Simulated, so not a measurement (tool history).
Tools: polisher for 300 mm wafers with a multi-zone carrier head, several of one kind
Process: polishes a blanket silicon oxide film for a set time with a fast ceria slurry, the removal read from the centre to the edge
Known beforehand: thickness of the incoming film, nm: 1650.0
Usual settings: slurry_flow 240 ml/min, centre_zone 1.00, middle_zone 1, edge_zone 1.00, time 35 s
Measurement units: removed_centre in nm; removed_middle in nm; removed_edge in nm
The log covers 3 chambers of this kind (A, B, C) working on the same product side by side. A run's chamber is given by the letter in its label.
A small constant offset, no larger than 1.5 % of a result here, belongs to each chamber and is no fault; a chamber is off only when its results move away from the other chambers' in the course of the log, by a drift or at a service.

| run | hour | slurry_flow | centre_zone | middle_zone | edge_zone | time | removed_centre | removed_middle | removed_edge |
|---|---|---|---|---|---|---|---|---|---|
| 1A | 9.0 | 240 | 1.00 | 1 | 1.00 | 35 | 534.55 | 533.98 | 532.09 |
| 2B | 17.9 | 240 | 1.00 | 1 | 1.00 | 35 | 535.06 | 532.79 | 512.18 |
|  | 21.0 | chamber C: worn pad replaced by a new one |
|  | 29.7 | chamber C: edge zone pressure recalibrated |
| 3C | 29.7 | 240 | 1.00 | 1 | 1.00 | 35 | 526.81 | 530.49 | 537.05 |
| 4B | 37.7 | 240 | 1.00 | 1 | 1.00 | 35 | 538.55 | 530.24 | 527.27 |
| 5A | 50.8 | 240 | 1.00 | 1 | 1.00 | 35 | 532.45 | 535.95 | 534.53 |
| 6C | 63.0 | 240 | 1.00 | 1 | 1.00 | 35 | 525.96 | 532.47 | 529.04 |
| 7B | 72.0 | 240 | 1.00 | 1 | 1.00 | 35 | 539.05 | 514.82 | 518.49 |
| 8A | 84.7 | 240 | 1.00 | 1 | 1.00 | 35 | 531.41 | 530.11 | 532.88 |
| 9C | 93.4 | 240 | 1.00 | 1 | 1.00 | 35 | 532.66 | 525.02 | 528.62 |
|  | 93.9 | chamber B: worn pad replaced by a new one |
| 10A | 99.6 | 240 | 1.07 | 1 | 1.00 | 35 | 569.12 | 533.63 | 525.24 |
| 11C | 108.2 | 240 | 1.07 | 1 | 1.00 | 35 | 571.21 | 528.15 | 526.44 |
| 12B | 116.3 | 240 | 1.07 | 1 | 1.00 | 35 | 577.55 | 540.84 | 528.49 |
|  | 128.7 | chamber B: slurry nozzle cleaned |
| 13A | 129.6 | 240 | 1.00 | 1 | 1.00 | 35 | 530.66 | 521.57 | 534.06 |
|  | 134.7 | chamber C: slurry nozzle cleaned |
|  | 139.6 | chamber A: worn pad replaced by a new one |
| 14B | 140.0 | 240 | 1.00 | 1 | 1.00 | 35 | 531.53 | 533.28 | 523.62 |
| 15C | 152.7 | 240 | 1.00 | 1 | 1.00 | 35 | 529.49 | 523.35 | 535.10 |
|  | 159.7 | chamber C: worn pad replaced by a new one |
| 16B | 160.4 | 240 | 1.00 | 1 | 1.00 | 35 | 534.26 | 536.46 | 520.03 |
|  | 165.6 | chamber A: edge zone pressure recalibrated |
| 17A | 172.5 | 240 | 1.00 | 1 | 1.00 | 35 | 532.73 | 533.65 | 521.52 |
|  | 174.5 | chamber C: centre zone pressure recalibrated |
| 18C | 180.9 | 240 | 1.00 | 1 | 1.00 | 35 | 569.25 | 529.05 | 524.22 |
| 19A | 188.1 | 240 | 1.00 | 1 | 1.00 | 35 | 534.98 | 525.49 | 533.08 |
| 20B | 194.0 | 240 | 0.91 | 1 | 1.06 | 35 | 486.66 | 530.44 | 547.17 |
| 21C | 203.0 | 240 | 0.91 | 1 | 1.06 | 35 | 514.60 | 515.69 | 551.73 |
| 22B | 215.8 | 240 | 0.91 | 1 | 1.06 | 35 | 482.29 | 528.88 | 544.09 |
| 23A | 228.4 | 240 | 1.00 | 1 | 1.00 | 35 | 537.26 | 543.47 | 536.40 |
|  | 230.1 | chamber A: slurry nozzle cleaned |
| 24C | 240.1 | 240 | 1.00 | 1 | 1.00 | 35 | 563.45 | 532.63 | 521.99 |
| 25A | 247.8 | 240 | 1.00 | 1 | 1.00 | 35 | 530.05 | 536.41 | 535.68 |
|  | 256.3 | chamber B: worn pad replaced by a new one |
| 26C | 259.0 | 240 | 1.00 | 1 | 1.00 | 35 | 574.16 | 522.88 | 529.12 |
| 27B | 272.8 | 240 | 1.00 | 1 | 0.92 | 45 | 686.99 | 671.22 | 646.54 |
|  | 272.9 | chamber A: worn pad replaced by a new one |
| 28A | 283.8 | 240 | 1.00 | 1 | 0.92 | 45 | 677.72 | 678.24 | 657.50 |
| 29B | 291.2 | 240 | 1.00 | 1 | 0.92 | 45 | 684.18 | 684.06 | 634.58 |
| 30C | 301.9 | 175 | 1.00 | 1 | 1.09 | 35 | 541.02 | 498.09 | 539.72 |

Read the log: is a single chamber off, either drifting away or since a service, is the gauge that measures every chamber drifting, or is nothing wrong beyond small per-chamber offsets? Name any odd chamber and what most likely caused it.

A service on chamber C put it out of line with the rest.
What lies behind it: centre zone's pressure above its setpoint, % = 6.66.

Which of the 4 candidates below, each the usual settings with something changed and its results left as question marks, puts chamber C back in line with what the other chambers give on the usual settings?
Counts as in line when no further than this from what the other chambers average on the usual settings: removed_centre 12.00 nm; removed_middle 20.00 nm; removed_edge 23.00 nm
| 31C-1 | 311.8 | 245 | 1.08 | 0.97 | 0.98 | 36 | ? | ? | ? |
| 31C-2 | 311.8 | 235 | 0.92 | 1.03 | 1.02 | 34 | ? | ? | ? |
| 31C-3 | 311.8 | 235 | 0.95 | 1.02 | 1.01 | 35 | ? | ? | ? |
| 31C-4 | 311.8 | 245 | 1.05 | 0.98 | 0.99 | 35 | ? | ? | ? |

What the other chambers average on the usual settings: removed_centre 533.81 nm; removed_middle 531.08 nm; removed_edge 526.10 nm
| run | removed_centre | removed_middle | removed_edge |
|---|---|---|---|
| 31C-1 | 636.84 | 531.84 | 543.33 |
| 31C-2 | 503.20 | 528.06 | 521.73 |
| 31C-3 | 536.32 | 538.72 | 534.32 |
| 31C-4 | 600.74 | 521.96 | 531.01 |
31C-3 puts the chamber back in line with the other chambers.
